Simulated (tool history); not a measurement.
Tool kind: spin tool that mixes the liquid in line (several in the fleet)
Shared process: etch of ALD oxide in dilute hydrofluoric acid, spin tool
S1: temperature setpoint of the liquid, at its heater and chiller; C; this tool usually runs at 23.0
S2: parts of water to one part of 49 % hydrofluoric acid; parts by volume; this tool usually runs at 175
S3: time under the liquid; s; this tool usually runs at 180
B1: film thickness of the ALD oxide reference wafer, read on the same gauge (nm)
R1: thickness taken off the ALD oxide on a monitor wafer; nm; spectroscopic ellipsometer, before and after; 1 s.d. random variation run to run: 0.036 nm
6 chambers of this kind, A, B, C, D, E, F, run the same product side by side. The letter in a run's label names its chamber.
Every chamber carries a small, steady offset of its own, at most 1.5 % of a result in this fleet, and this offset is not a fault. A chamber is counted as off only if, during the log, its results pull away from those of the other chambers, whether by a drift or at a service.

Run 1A, hour 5.4: usual settings; B1 70.032. Result: R1 10.5960 nm.
Run 2C, hour 10.8: usual settings; B1 70.002. Result: R1 10.7370 nm.
Run 3F, hour 17.4: usual settings; B1 70.015. Result: R1 10.6950 nm.
Run 4D, hour 20.4: usual settings; B1 70.024. Result: R1 10.5710 nm.
Run 5E, hour 27.1: usual settings; B1 69.998. Result: R1 10.6570 nm.
Run 6B, hour 30.8: usual settings; B1 70.020. Result: R1 10.7280 nm.
Run 7E, hour 36.8: usual settings; B1 70.030. Result: R1 10.6690 nm.
Run 8C, hour 40.8: usual settings; B1 69.958. Result: R1 10.8070 nm.
Run 9B, hour 47.3: usual settings; B1 70.013. Result: R1 10.7730 nm.
Run 10A, hour 50.9: usual settings but S1 20.0 C, S2 135 parts by volume; B1 69.993. Result: R1 12.8740 nm.
Run 11D, hour 57.2: usual settings but S1 20.0 C, S2 135 parts by volume; B1 69.970. Result: R1 12.7140 nm.
Run 12F, hour 61.4: usual settings but S1 20.0 C, S2 135 parts by volume; B1 70.005. Result: R1 12.8520 nm.
Run 13A, hour 64.4: usual settings but S1 20.0 C, S2 135 parts by volume; B1 69.993. Result: R1 12.7800 nm.
Run 14D, hour 68.9: usual settings but S1 20.0 C, S2 135 parts by volume; B1 70.040. Result: R1 12.6470 nm.
Run 15B, hour 73.7: usual settings but S1 20.0 C, S2 135 parts by volume; B1 69.968. Result: R1 12.9960 nm.
Run 16E, hour 77.7: usual settings; B1 69.983. Result: R1 10.6540 nm.
Run 17C, hour 80.8: usual settings; B1 69.985. Result: R1 10.7030 nm.
Run 18F, hour 84.5: usual settings; B1 70.003. Result: R1 10.7320 nm.
Run 19D, hour 88.1: usual settings; B1 70.019. Result: R1 10.5100 nm.
Run 20F, hour 94.4: usual settings; B1 69.972. Result: R1 10.7050 nm.
Run 21A, hour 100.2: usual settings; B1 69.982. Result: R1 10.6610 nm.
Run 22C, hour 106.2: usual settings; B1 70.020. Result: R1 10.7530 nm.
Run 23B, hour 110.7: usual settings; B1 70.012. Result: R1 10.8510 nm.
Run 24E, hour 116.9: usual settings; B1 69.952. Result: R1 10.6290 nm.
Run 25E, hour 122.4: usual settings; B1 70.035. Result: R1 10.6340 nm.
Run 26B, hour 126.1: usual settings; B1 70.041. Result: R1 10.8930 nm.
Run 27D, hour 131.9: usual settings; B1 70.003. Result: R1 10.5470 nm.
Run 28C, hour 135.1: usual settings; B1 70.042. Result: R1 10.7420 nm.
Run 29A, hour 138.3: usual settings but S2 145 parts by volume, S3 275 s; B1 70.002. Result: R1 20.2800 nm.
Run 30F, hour 143.5: usual settings but S2 145 parts by volume, S3 275 s; B1 69.997. Result: R1 20.4340 nm.
Run 31B, hour 149.5: usual settings but S2 145 parts by volume, S3 275 s; B1 70.023. Result: R1 20.8510 nm.
Run 32C, hour 153.0: usual settings but S2 145 parts by volume, S3 275 s; B1 70.026. Result: R1 20.5760 nm.
Run 33D, hour 156.0: usual settings but S2 145 parts by volume, S3 275 s; B1 70.013. Result: R1 20.1410 nm.
Run 34A, hour 161.2: usual settings but S2 145 parts by volume, S3 275 s; B1 69.956. Result: R1 20.2680 nm.
Run 35E, hour 165.3: usual settings; B1 70.005. Result: R1 10.6520 nm.
Run 36F, hour 169.3: usual settings; B1 70.007. Result: R1 10.7160 nm.
At hour 169.6: chamber B: hydrofluoric acid flow meter replaced.
Run 37D, hour 175.5: usual settings; B1 70.031. Result: R1 10.5260 nm.
Run 38C, hour 179.8: usual settings; B1 70.020. Result: R1 10.7350 nm.
Run 39B, hour 185.4: usual settings; B1 70.028. Result: R1 10.9270 nm.
Run 40F, hour 190.9: usual settings but S1 25.5 C, S2 225 parts by volume; B1 70.016. Result: R1 8.5896 nm.

Which is it: a chamber that has drifted or been left off by a service, a gauge drift common to all chambers, or only each chamber's usual small offset? If a chamber is off, name it and its likeliest cause.

It is chamber B that slowly wanders off from its peers.
Cause: liquid hotter than its thermometer reads (K) = 0.642.

Below are 4 candidate recipes for chamber B's next run, each the usual settings with a change, their results shown as question marks. Which of them brings B's results back in line with what the other chambers give on the usual settings?
Allowed miss from the other chambers' usual-settings mean, per result, to count as in line: R1 0.1300 nm
Run 41B-1, hour 195.7: usual settings but S3 170 s. Result: R1 ?.
Run 41B-2, hour 195.7: usual settings but S3 175 s. Result: R1 ?.
Run 41B-3, hour 195.7: usual settings but S3 185 s. Result: R1 ?.
Run 41B-4, hour 195.7: usual settings but S3 190 s. Result: R1 ?.

The other chambers' mean on the usual settings: R1 10.6630 nm
  run       R1
41B-1  10.3520
41B-2  10.6560
41B-3  11.2650
41B-4  11.5700
41B-2 brings the chamber back in line.

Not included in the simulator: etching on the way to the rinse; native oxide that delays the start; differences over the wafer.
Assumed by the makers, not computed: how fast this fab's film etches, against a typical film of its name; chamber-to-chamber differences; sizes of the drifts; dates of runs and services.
